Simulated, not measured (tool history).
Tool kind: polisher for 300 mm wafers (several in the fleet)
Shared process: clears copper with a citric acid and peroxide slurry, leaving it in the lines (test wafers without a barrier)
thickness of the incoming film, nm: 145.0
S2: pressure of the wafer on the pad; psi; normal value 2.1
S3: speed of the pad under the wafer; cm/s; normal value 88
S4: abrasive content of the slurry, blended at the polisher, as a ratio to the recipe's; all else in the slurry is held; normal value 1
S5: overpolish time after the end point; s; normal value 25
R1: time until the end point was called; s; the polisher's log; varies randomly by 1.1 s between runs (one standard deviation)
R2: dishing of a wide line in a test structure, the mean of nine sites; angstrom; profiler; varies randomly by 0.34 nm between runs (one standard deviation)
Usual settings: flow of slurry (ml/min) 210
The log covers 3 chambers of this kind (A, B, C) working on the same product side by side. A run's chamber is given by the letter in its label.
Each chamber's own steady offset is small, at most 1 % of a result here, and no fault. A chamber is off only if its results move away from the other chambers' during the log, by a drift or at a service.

Run 1A, hour 5.1: usual settings. Result: R1 89.244 s, R2 224.73 angstrom.
Run 2B, hour 8.8: usual settings. Result: R1 89.417 s, R2 215.46 angstrom.
At hour 13.5: chamber B: worn pad replaced by a new one.
Run 3C, hour 15.5: usual settings. Result: R1 87.161 s, R2 216.94 angstrom.
Run 4B, hour 22.8: usual settings. Result: R1 91.111 s, R2 218.27 angstrom.
At hour 23.8: chamber A: head pressure recalibrated.
At hour 29.0: chamber A: worn pad replaced by a new one.
Run 5A, hour 31.1: usual settings. Result: R1 88.802 s, R2 221.32 angstrom.
Run 6C, hour 37.3: usual settings. Result: R1 88.698 s, R2 218.15 angstrom.
At hour 39.9: chamber C: worn pad replaced by a new one.
Run 7C, hour 45.6: usual settings. Result: R1 88.366 s, R2 216.99 angstrom.
Run 8B, hour 50.5: usual settings. Result: R1 91.260 s, R2 214.75 angstrom.
Run 9A, hour 55.8: usual settings but flow of slurry (ml/min) 235, S2 2.4 psi. Result: R1 77.046 s, R2 242.61 angstrom.
Run 10C, hour 60.0: usual settings but flow of slurry (ml/min) 235, S2 2.4 psi. Result: R1 78.603 s, R2 235.14 angstrom.
Run 11A, hour 68.0: usual settings but flow of slurry (ml/min) 235, S2 2.4 psi. Result: R1 77.884 s, R2 242.97 angstrom.
Run 12B, hour 75.4: usual settings. Result: R1 90.226 s, R2 222.98 angstrom.
Run 13B, hour 83.7: usual settings. Result: R1 91.596 s, R2 214.14 angstrom.
At hour 89.8: chamber B: worn pad replaced by a new one.
Run 14A, hour 90.5: usual settings. Result: R1 88.651 s, R2 224.58 angstrom.
Run 15C, hour 95.7: usual settings. Result: R1 94.398 s, R2 208.80 angstrom.
At hour 99.2: chamber B: slurry nozzle cleaned.
Run 16C, hour 99.7: usual settings. Result: R1 96.685 s, R2 203.65 angstrom.
Run 17B, hour 106.4: usual settings. Result: R1 90.556 s, R2 218.64 angstrom.
Run 18A, hour 112.0: usual settings. Result: R1 89.605 s, R2 217.87 angstrom.
At hour 115.2: chamber A: slurry nozzle cleaned.
Run 19C, hour 118.5: usual settings. Result: R1 96.795 s, R2 211.34 angstrom.
Run 20A, hour 122.9: usual settings. Result: R1 88.920 s, R2 219.84 angstrom.
Run 21B, hour 127.8: usual settings but S5 33 s. Result: R1 88.387 s, R2 258.08 angstrom.

What goes on in this fleet: one chamber off, a drifting gauge, or nothing beyond the chambers' own small offsets? Name the chamber and the cause, if any.

It is chamber C that slowly wanders off from its peers.
What lies behind it: head's pressure below its setpoint, % = 9.98.
Not necessarily distinguishable in this log from: slurry flow missing at the pad, %; abrasive missing from the slurry, %.

Which of the 4 candidates below, each the usual settings with something changed and its results left as question marks, puts chamber C back in line with what the other chambers give on the usual settings?
Allowed miss from the other chambers' usual-settings mean, per result, to count as in line: R1 3.900 s; R2 12.00 angstrom
Run 22C-1, hour 133.8: usual settings but S3 86 cm/s. Result: R1 ?, R2 ?.
Run 22C-2, hour 133.8: usual settings but S2 2.2 psi, S3 92 cm/s. Result: R1 ?, R2 ?.
Run 22C-3, hour 133.8: usual settings but S2 2.0 psi, S3 84 cm/s. Result: R1 ?, R2 ?.
Run 22C-4, hour 133.8: usual settings but S3 90 cm/s. Result: R1 ?, R2 ?.

Average result of the remaining chambers running the usual settings: R1 89.305 s; R2 219.91 angstrom
  run       R1      R2
22C-1  101.690  200.97
22C-2   91.042  216.30
22C-3  109.070  191.39
22C-4   97.308  206.88
Change 22C-2 lands the chamber within the allowed miss of the other chambers.

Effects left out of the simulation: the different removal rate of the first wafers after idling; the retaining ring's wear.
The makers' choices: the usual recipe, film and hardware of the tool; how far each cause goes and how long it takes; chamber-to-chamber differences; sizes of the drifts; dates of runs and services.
